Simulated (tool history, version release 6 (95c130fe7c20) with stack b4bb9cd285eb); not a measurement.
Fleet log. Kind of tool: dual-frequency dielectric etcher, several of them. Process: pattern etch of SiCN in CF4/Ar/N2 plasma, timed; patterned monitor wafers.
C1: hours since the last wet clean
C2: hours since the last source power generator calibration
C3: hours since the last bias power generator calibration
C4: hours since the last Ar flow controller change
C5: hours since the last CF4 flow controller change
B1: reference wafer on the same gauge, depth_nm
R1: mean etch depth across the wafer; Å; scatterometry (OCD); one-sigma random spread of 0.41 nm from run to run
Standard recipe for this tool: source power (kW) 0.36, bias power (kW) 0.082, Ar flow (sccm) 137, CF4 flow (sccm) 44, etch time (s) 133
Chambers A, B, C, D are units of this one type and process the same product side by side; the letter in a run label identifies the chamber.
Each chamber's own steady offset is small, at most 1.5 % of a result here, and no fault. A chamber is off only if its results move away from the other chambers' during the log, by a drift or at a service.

Run 1A, hour 5.9: usual settings; C1 95.5; C2 454.8; C3 627.5; C4 638; C5 303.1; B1 95.437. Result: R1 869.57 Å.
Run 2B, hour 11: usual settings; C1 80.6; C2 422; C3 2299.6; C4 194.3; C5 3678; B1 95.392. Result: R1 878.81 Å.
Run 3C, hour 16.8: usual settings; C1 27.4; C2 583.5; C3 1030.2; C4 1765.7; C5 2274.6; B1 95.421. Result: R1 892.56 Å.
Run 4D, hour 23.5: usual settings; C1 284.2; C2 453.6; C3 2654.2; C4 1083.5; C5 2740.7; B1 95.274. Result: R1 891.3 Å.
Run 5A, hour 30.7: usual settings; C1 120.3; C2 479.6; C3 652.3; C4 662.8; C5 327.9; B1 95.439. Result: R1 880.46 Å.
Run 6C, hour 34.2: usual settings but bias power (kW) 0.092, Ar flow (sccm) 170; C1 44.8; C2 600.9; C3 1047.6; C4 1783.1; C5 2292; B1 95.381. Result: R1 901.66 Å.
Run 7B, hour 38.4: usual settings but bias power (kW) 0.092, Ar flow (sccm) 170; C1 108; C2 449.4; C3 2327; C4 221.7; C5 3705.4; B1 95.489. Result: R1 889.23 Å.
Run 8D, hour 44.1: usual settings but bias power (kW) 0.092, Ar flow (sccm) 170; C1 304.8; C2 474.2; C3 2674.8; C4 1104.1; C5 2761.3; B1 95.441. Result: R1 887.79 Å.
Run 9C, hour 47.6: usual settings but bias power (kW) 0.092, Ar flow (sccm) 170; C1 58.2; C2 614.3; C3 1061; C4 1796.5; C5 2305.4; B1 95.347. Result: R1 904.95 Å.
At hour 53.9: chamber B: CF4 flow controller replaced.
Run 10A, hour 54.5: usual settings; C1 144.1; C2 503.4; C3 676.1; C4 686.6; C5 351.7; B1 95.311. Result: R1 879.22 Å.
Run 11B, hour 60.4: usual settings but bias power (kW) 0.092, etch time (s) 151; C1 130; C2 471.4; C3 2349; C4 243.7; C5 6.5; B1 95.372. Result: R1 1038.8 Å.
Run 12D, hour 65.8: usual settings but bias power (kW) 0.092, etch time (s) 151; C1 326.5; C2 495.9; C3 2696.5; C4 1125.8; C5 2783; B1 95.439. Result: R1 1038.3 Å.
Run 13A, hour 73.2: usual settings but bias power (kW) 0.092, etch time (s) 151; C1 162.8; C2 522.1; C3 694.8; C4 705.3; C5 370.4; B1 95.491. Result: R1 1048 Å.
Run 14C, hour 77.3: usual settings but bias power (kW) 0.092, etch time (s) 151; C1 87.9; C2 644; C3 1090.7; C4 1826.2; C5 2335.1; B1 95.408. Result: R1 1059.4 Å.
Run 15D, hour 82.9: usual settings; C1 343.6; C2 513; C3 2713.6; C4 1142.9; C5 2800.1; B1 95.417. Result: R1 863.01 Å.
Run 16B, hour 89.2: usual settings; C1 158.8; C2 500.2; C3 2377.8; C4 272.5; C5 35.3; B1 95.465. Result: R1 865.54 Å.
Run 17D, hour 94.4: usual settings; C1 355.1; C2 524.5; C3 2725.1; C4 1154.4; C5 2811.6; B1 95.53. Result: R1 867.52 Å.
Run 18B, hour 101.3: usual settings; C1 170.9; C2 512.3; C3 2389.9; C4 284.6; C5 47.4; B1 95.445. Result: R1 873.83 Å.
Run 19C, hour 108.6: usual settings; C1 119.2; C2 675.3; C3 1122; C4 1857.5; C5 2366.4; B1 95.31. Result: R1 889.54 Å.
Run 20A, hour 114.3: usual settings; C1 203.9; C2 563.2; C3 735.9; C4 746.4; C5 411.5; B1 95.363. Result: R1 878.54 Å.
Run 21A, hour 118.8: usual settings; C1 208.4; C2 567.7; C3 740.4; C4 750.9; C5 416; B1 95.44. Result: R1 865.98 Å.
Run 22D, hour 124.2: usual settings; C1 384.9; C2 554.3; C3 2754.9; C4 1184.2; C5 2841.4; B1 95.453. Result: R1 852.07 Å.
Run 23C, hour 129.1: usual settings; C1 139.7; C2 695.8; C3 1142.5; C4 1878; C5 2386.9; B1 95.431. Result: R1 886 Å.
Run 24B, hour 132.7: usual settings; C1 202.3; C2 543.7; C3 2421.3; C4 316; C5 78.8; B1 95.413. Result: R1 872.4 Å.

For the next run the whole fleet of 4 chambers uses the same settings. Give each chamber's results:
Run 25A, hour 138.4: usual settings but source power (kW) 0.3. Result: R1 ?.
Run 25B, hour 138.4: usual settings but source power (kW) 0.3. Result: R1 ?.
Run 25C, hour 138.4: usual settings but source power (kW) 0.3. Result: R1 ?.
Run 25D, hour 138.4: usual settings but source power (kW) 0.3. Result: R1 ?.

run      R1
25A  744.74
25B  747.81
25C   755.9
25D  722.64

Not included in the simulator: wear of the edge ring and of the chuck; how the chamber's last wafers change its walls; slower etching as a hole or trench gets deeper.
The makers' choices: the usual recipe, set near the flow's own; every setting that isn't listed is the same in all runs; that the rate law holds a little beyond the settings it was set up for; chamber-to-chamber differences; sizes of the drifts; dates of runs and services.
